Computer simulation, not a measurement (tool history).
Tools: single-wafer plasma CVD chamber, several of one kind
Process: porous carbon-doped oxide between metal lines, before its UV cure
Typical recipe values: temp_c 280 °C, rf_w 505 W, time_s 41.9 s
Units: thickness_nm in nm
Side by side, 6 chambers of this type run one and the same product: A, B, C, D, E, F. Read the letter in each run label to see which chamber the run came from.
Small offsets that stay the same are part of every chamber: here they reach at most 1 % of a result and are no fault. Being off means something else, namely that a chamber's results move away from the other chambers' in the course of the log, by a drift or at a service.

run	day	temp_c	rf_w	time_s	read-back reference wafer on the same gauge, thickness_nm	thickness_nm
1E	0.221	280	505	41.9	259.02	255.74
2A	0.429	280	505	41.9	259.14	252.58
3B	0.7	280	505	41.9	258.95	257.56
4D	0.862	280	505	41.9	258.92	255.97
5F	0.988	286	505	41.9	258.95	246.28
6C	1.271	286	505	41.9	258.87	246.31
7D	1.446	286	505	41.9	259.09	245.74
8A	1.588	286	505	41.9	259.05	245.85
9E	1.775	286	505	41.9	258.91	246.15
10B	1.979	286	505	41.9	258.98	247.26
11C	2.258	280	505	41.9	259.23	255.5
12F	2.525	280	505	41.9	259	256.39
13F	2.7	280	505	41.9	259.13	254.1
14D	2.975	280	505	41.9	259.24	256.13
15B	3.167	280	505	41.9	259.06	258.63
16C	3.333	280	505	41.9	259.09	255.93
17A	3.475	280	505	41.9	259.2	253.58
18E	3.725	280	505	41.9	259.3	255.83
19F	3.892	280	505	41.9	258.78	255.88
20D	4.083	280	505	41.9	259.18	256.14
21E	4.279	280	505	41.9	259.14	255.49
22B	4.558	280	505	41.9	258.72	257.58
23C	4.754	280	505	41.9	259.05	254.3
24A	4.925	280	505	41.9	258.86	252.3
# day 5.075: chamber E: thermocouple changed; heater temperature recalibrated
25B	5.162	280	505	41.9	258.83	257.67
26F	5.333	287	505	38.5	258.82	225.19
27D	5.617	287	505	38.5	258.88	226.24
28C	5.746	287	505	38.5	259.07	224.87
29E	5.942	287	505	38.5	258.98	218.85
30A	6.104	287	505	38.5	258.98	223.15
31F	6.254	287	505	38.5	259.27	225.61
32B	6.517	280	505	41.9	258.86	257.12
33A	6.704	280	505	41.9	259.18	253.61
34E	6.925	280	505	41.9	258.9	246.46
35D	7.208	280	505	37	258.85	228.04
36C	7.379	280	505	37	258.98	225.52
37F	7.662	280	505	37	258.87	225.03
38A	7.883	280	505	37	259.13	223.97
39B	8.012	280	505	37	259.13	227.81
40C	8.254	280	505	37	258.77	225.81
41D	8.504	280	505	41.9	258.87	255.29
42E	8.65	280	505	41.9	258.89	247.2

Is one chamber out of step, is the gauge drifting, or do the chambers differ by no more than their own small offsets? For an off chamber, give its letter and the likeliest cause.

Chamber E came out of a service off from its peers and stayed that way.
Cause: wafer temperature above the value expected at the setpoint (K) = 5.48.

Below are 4 candidate recipes for chamber E's next run, each the usual settings with a change, their results shown as question marks. Which of them brings E's results back in line with what the other chambers give on the usual settings?
Allowed miss from the other chambers' usual-settings mean, per result, to count as in line: thickness_nm 2.7 nm
43E-1	8.854	280	530	41.9		?
43E-2	8.854	281	490	40.3		?
43E-3	8.854	285	505	41.9		?
43E-4	8.854	270	505	41.9		?

The mean the other chambers reach with the usual settings: thickness_nm 255.35 nm
run	thickness_nm
43E-1	255.77
43E-2	232.17
43E-3	240.1
43E-4	264.07
With 43E-1, the chamber falls back in line with the rest.

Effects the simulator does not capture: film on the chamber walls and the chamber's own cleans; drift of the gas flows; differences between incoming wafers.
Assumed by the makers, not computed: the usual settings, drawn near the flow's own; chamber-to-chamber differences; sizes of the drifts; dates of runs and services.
